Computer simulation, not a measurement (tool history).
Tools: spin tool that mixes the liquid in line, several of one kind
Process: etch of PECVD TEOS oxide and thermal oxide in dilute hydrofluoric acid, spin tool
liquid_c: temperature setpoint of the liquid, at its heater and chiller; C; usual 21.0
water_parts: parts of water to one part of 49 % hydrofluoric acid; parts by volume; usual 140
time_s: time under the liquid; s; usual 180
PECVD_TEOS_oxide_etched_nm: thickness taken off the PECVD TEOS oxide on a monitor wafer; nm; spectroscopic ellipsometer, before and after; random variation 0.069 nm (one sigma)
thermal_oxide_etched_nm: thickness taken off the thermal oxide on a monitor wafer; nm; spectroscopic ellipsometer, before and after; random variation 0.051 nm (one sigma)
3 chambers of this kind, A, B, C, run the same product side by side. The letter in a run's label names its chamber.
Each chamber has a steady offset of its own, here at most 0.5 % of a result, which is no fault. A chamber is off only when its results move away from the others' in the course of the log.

run,hour,liquid_c,water_parts,time_s,hours since the thermometer was replaced,hours since the hydrofluoric acid flow meter was replaced,"read-back film thickness of the PECVD TEOS oxide reference wafer, read on the same gauge (nm)","read-back film thickness of the thermal oxide reference wafer, read on the same gauge (nm)",PECVD_TEOS_oxide_etched_nm,thermal_oxide_etched_nm
1C,4.0,21.0,140,180,239.0,1680.6,69.996,129.97,9.2977,5.1926
2A,8.4,21.0,140,180,1316.6,1133.2,69.997,130.03,9.3952,5.1676
3B,12.1,21.0,140,180,1026.7,1726.9,69.991,130.02,9.4217,5.1335
4C,17.6,21.0,140,180,252.6,1694.2,70.008,129.99,9.3391,5.1741
5A,22.7,21.0,140,180,1330.9,1147.5,70.003,129.96,9.4588,5.1993
6B,26.5,21.0,140,180,1041.1,1741.3,69.996,129.95,9.2589,5.0567
7C,31.3,21.0,140,180,266.3,1707.9,70.014,129.94,9.3758,5.1228
8A,37.0,21.0,185,180,1345.2,1161.8,69.982,129.94,6.8095,3.7592
9B,41.2,21.0,185,180,1055.8,1756.0,69.997,129.95,6.5875,3.6268
10C,44.7,21.0,185,180,279.7,1721.3,69.989,130.03,6.8265,3.6631
11A,49.3,21.0,140,180,1357.5,1174.1,70.013,130.00,9.3512,5.1352
12B,53.1,21.0,140,180,1067.7,1767.9,70.007,130.01,9.3712,4.9909
13A,57.5,21.0,140,180,1365.7,1182.3,69.988,129.99,9.4937,5.1541
14B,60.9,21.0,140,180,1075.5,1775.7,69.995,130.04,9.2912,5.1779
15C,65.7,21.0,140,180,300.7,1742.3,69.990,130.06,9.4012,5.1226
16B,72.0,21.0,75,215,1086.6,1786.8,69.967,129.99,22.7090,12.3540
17C,75.4,21.0,75,215,310.4,1752.0,69.989,130.04,21.8830,12.1820
18A,79.7,21.0,75,215,1387.9,1204.5,70.004,130.02,22.7100,12.3760
19C,86.1,21.0,140,180,321.1,1762.7,70.011,130.01,9.3625,5.1563
20A,89.5,21.0,140,180,1397.7,1214.3,70.018,129.99,9.3551,5.2059
21B,93.6,21.0,140,180,1108.2,1808.4,70.010,129.95,9.2910,5.1364
22B,100.0,21.0,140,180,1114.6,1814.8,70.016,130.02,9.2398,5.1273
23C,104.2,21.0,140,180,339.2,1780.8,69.989,130.00,9.1603,5.0463
24A,109.4,23.5,140,180,1417.6,1234.2,70.022,129.98,10.4180,5.7326
25C,114.8,23.5,140,180,349.8,1791.4,69.997,130.04,9.9454,5.5069
# hour 117.2: chamber B: hydrofluoric acid flow meter replaced
26A,119.9,23.5,140,180,1428.1,1244.7,70.012,130.00,10.4630,5.7583
27B,126.8,24.0,80,180,1141.4,9.6,70.003,129.96,19.9910,10.8290
28C,132.3,24.0,80,180,367.3,1808.9,70.014,129.96,18.8770,10.4580
29B,135.8,24.0,80,180,1150.4,18.6,70.002,130.04,19.8640,10.7910
30A,139.8,21.0,140,180,1448.0,1264.6,70.013,130.01,9.4774,5.2074
31A,143.7,21.0,140,180,1451.9,1268.5,69.998,129.96,9.4507,5.1578
32C,148.1,21.0,140,180,383.1,1824.7,70.010,130.02,8.7940,4.8663
33B,153.3,17.5,140,180,1167.9,36.1,69.992,130.07,8.1146,4.3963
34A,160.1,17.5,140,180,1468.3,1284.9,69.998,130.00,8.1954,4.4324
35C,165.8,17.5,140,180,400.8,1842.4,69.991,130.00,7.5870,4.1922
36B,169.6,23.0,140,180,1184.2,52.4,70.004,130.07,10.1770,5.5701
37C,174.4,23.0,140,180,409.4,1851.0,69.987,129.94,9.3459,5.2395
38B,179.4,23.0,140,180,1194.0,62.2,70.010,130.02,10.0720,5.5221
39A,184.9,21.0,140,180,1493.1,1309.7,70.013,129.97,9.3904,5.2342
40B,188.8,21.0,140,180,1203.4,71.6,69.989,129.97,9.3520,5.1532
41A,192.9,21.0,100,105,1501.1,1317.7,69.999,129.98,8.0559,4.4517
42C,199.8,21.0,100,105,434.8,1876.4,69.988,129.99,7.2008,3.9996
43B,205.3,21.0,100,105,1219.9,88.1,70.008,130.00,7.9653,4.2814

What goes on in this fleet: one chamber off, a drifting gauge, or nothing beyond the chambers' own small offsets? Name the chamber and the cause, if any.

Chamber C drifts away from the others.
Cause: liquid colder than its thermometer reads (K) = 2.28.
The log may not tell that from: hydrofluoric acid flow below the setpoint (%).

Here are 4 candidates for chamber C's next run, each the usual settings with a change, their results left as question marks. Which one brings its results back in line with what the others give on the usual settings?
In line means no further than this from the other chambers' mean on the usual settings: PECVD_TEOS_oxide_etched_nm 0.2400 nm; thermal_oxide_etched_nm 0.1800 nm
44C-1,210.5,20.5,150,160,,,,,?,?
44C-2,210.5,21.0,135,190,,,,,?,?
44C-3,210.5,21.0,145,170,,,,,?,?
44C-4,210.5,21.5,130,200,,,,,?,?

The other chambers' mean on the usual settings: PECVD_TEOS_oxide_etched_nm 9.3483 nm; thermal_oxide_etched_nm 5.1470 nm
run,PECVD_TEOS_oxide_etched_nm,thermal_oxide_etched_nm
44C-1,6.8602,3.7800
44C-2,9.3624,5.1587
44C-3,7.7287,4.2585
44C-4,10.4870,5.7783
44C-2 brings the chamber back in line.
